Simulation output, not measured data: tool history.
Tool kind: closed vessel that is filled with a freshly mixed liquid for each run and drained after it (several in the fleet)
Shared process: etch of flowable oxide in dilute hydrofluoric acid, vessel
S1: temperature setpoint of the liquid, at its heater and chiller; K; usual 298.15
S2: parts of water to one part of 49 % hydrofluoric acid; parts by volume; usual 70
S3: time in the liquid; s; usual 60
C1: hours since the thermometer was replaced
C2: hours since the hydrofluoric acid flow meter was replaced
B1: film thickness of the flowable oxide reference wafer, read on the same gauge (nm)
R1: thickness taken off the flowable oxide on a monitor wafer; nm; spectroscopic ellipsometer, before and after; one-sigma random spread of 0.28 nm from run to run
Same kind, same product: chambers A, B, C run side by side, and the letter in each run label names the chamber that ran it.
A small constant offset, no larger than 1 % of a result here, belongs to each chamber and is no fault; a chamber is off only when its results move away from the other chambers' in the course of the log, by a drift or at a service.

run   hour      S1  S2  S3      C1      C2      B1      R1
 1B   10.9  298.15  70  60  1401.4   724.2  130.00  42.578
 2A   23.3  298.15  70  60   782.7    98.2  130.01  41.970
 3C   35.0  298.15  70  60   566.9   668.8  130.02  42.074
 4C   43.3  298.15  70  60   575.2   677.1  129.98  41.717
 5A   52.3  298.15  70  60   811.7   127.2  130.00  41.832
 6B   62.4  298.15  70  60  1452.9   775.7  129.96  42.095
 7B   73.0  298.15  70  60  1463.5   786.3  130.01  42.773
 8C   85.6  298.15  45  60   617.5   719.4  129.99  66.946
 9A   92.1  298.15  45  60   851.5   167.0  130.04  66.528
10C  100.4  298.15  45  60   632.3   734.2  130.01  66.551
11B  113.1  298.15  70  60  1503.6   826.4  129.99  41.605
12A  124.4  298.15  70  60   883.8   199.3  129.99  41.991
13A  133.6  298.15  70  60   893.0   208.5  129.99  41.378
14B  141.7  298.15  70  60  1532.2   855.0  130.03  41.355
15C  154.9  298.15  70  60   686.8   788.7  130.01  41.782
16B  162.6  298.15  70  60  1553.1   875.9  130.00  41.477
17C  174.7  298.15  70  60   706.6   808.5  130.02  42.259
18A  182.6  294.65  70  60   942.0   257.5  130.00  36.323
19C  194.6  294.65  70  60   726.5   828.4  129.99  36.153
20A  205.6  294.65  70  60   965.0   280.5  129.98  36.020
21B  219.0  298.15  70  60  1609.5   932.3  129.99  40.497
22A  226.2  295.65  70  35   985.6   301.1  130.03  22.334
23C  238.3  295.65  70  35   770.2   872.1  130.02  22.352
24B  246.8  295.65  70  35  1637.3   960.1  129.98  20.779
25B  258.5  298.15  70  60  1649.0   971.8  130.01  39.871
26C  265.7  298.15  70  60   797.6   899.5  129.99  41.510
27A  275.0  300.65  70  40  1034.4   349.9  129.99  30.747
28A  281.8  300.65  70  40  1041.2   356.7  129.99  30.600
29C  294.3  300.65  70  40   826.2   928.1  130.04  31.127
30B  305.2  298.15  70  60  1695.7  1018.5  130.00  39.575
31B  312.3  298.15  70  60  1702.8  1025.6  130.01  39.313
32A  325.8  298.15  70  60  1085.2   400.7  129.98  41.479
33C  336.1  298.15  70  60   868.0   969.9  129.99  42.318
34B  345.9  298.15  70  60  1736.4  1059.2  129.97  38.697
35C  353.6  298.15  70  60   885.5   987.4  130.02  41.981

Which is it: a chamber that has drifted or been left off by a service, a gauge drift common to all chambers, or only each chamber's usual small offset? If a chamber is off, name it and its likeliest cause.

It is chamber B that slowly wanders off from its peers.
Cause: liquid colder than its thermometer reads (K) = 2.16.
With only this log, it may be confused with: hydrofluoric acid flow below the setpoint (%).

Chamber B could run next with any of the 4 candidate recipes listed below; each alters the usual settings, and their results appear as question marks. Which one brings its results back in line with what the other chambers deliver on the usual settings?
Allowed miss from the other chambers' usual-settings mean, per result, to count as in line: R1 0.970 nm
36B-1  363.6  299.15  70  60               ?
36B-2  363.6  298.15  70  65               ?
36B-3  363.6  296.15  70  60               ?
36B-4  363.6  297.15  70  60               ?

What the other chambers average on the usual settings: R1 41.861 nm
  run      R1
36B-1  40.158
36B-2  41.801
36B-3  35.574
36B-4  37.048
The answer is 36B-2, which returns the chamber to within the allowed miss of the others.
